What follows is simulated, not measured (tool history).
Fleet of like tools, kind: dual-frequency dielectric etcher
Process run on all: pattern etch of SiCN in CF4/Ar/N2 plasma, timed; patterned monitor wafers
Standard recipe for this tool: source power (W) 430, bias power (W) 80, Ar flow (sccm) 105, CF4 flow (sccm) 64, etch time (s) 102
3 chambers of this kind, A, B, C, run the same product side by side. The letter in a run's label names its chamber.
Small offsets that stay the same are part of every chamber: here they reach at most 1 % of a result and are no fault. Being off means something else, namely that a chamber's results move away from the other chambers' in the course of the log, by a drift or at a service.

run	day	source power (W)	bias power (W)	Ar flow (sccm)	CF4 flow (sccm)	etch time (s)	read-back reference wafer on the same gauge, depth_nm	mean etch depth across the wafer (nm)
1B	0.25	430	80	105	64	102	80.549	85.556
2A	0.508	430	80	105	64	102	80.508	85.791
3C	0.817	430	80	105	64	102	80.475	85.76
4C	0.971	430	80	105	64	102	80.495	85.755
5A	1.129	430	80	105	64	102	80.571	85.775
6B	1.388	430	80	105	64	102	80.472	85.347
7B	1.546	430	80	105	64	102	80.516	85.107
8A	1.867	430	80	105	64	102	80.521	86.565
9C	2.125	430	80	105	64	102	80.504	85.684
10B	2.429	430	80	105	64	102	80.456	85.117
11C	2.638	430	80	105	64	102	80.493	85.485
12A	2.975	430	80	105	64	102	80.528	86.809
13A	3.304	430	80	105	64	102	80.481	86.835
14B	3.633	430	80	105	64	102	80.536	85.22
15C	3.958	360	80	105	64	102	80.507	73.87
16B	4.292	360	80	105	64	102	80.505	73.303
17A	4.562	360	80	105	64	102	80.521	75.276
18C	4.779	430	80	105	64	102	80.545	85.71
19B	4.929	430	80	105	64	102	80.479	85.578
20A	5.196	430	80	105	64	102	80.514	87.828
21C	5.488	430	80	105	64	102	80.555	86.135
22A	5.733	430	80	105	64	102	80.569	88.03
23C	6.033	430	80	105	64	102	80.518	85.94
24B	6.275	430	80	105	64	102	80.511	85.003

All 3 chambers run these settings next. Forecast each chamber's results:
25A	6.517	390	80	105	64	102		?
25B	6.517	390	80	105	64	102		?
25C	6.517	390	80	105	64	102		?

run	mean etch depth across the wafer (nm)
25A	81.893
25B	78.52
25C	79.058
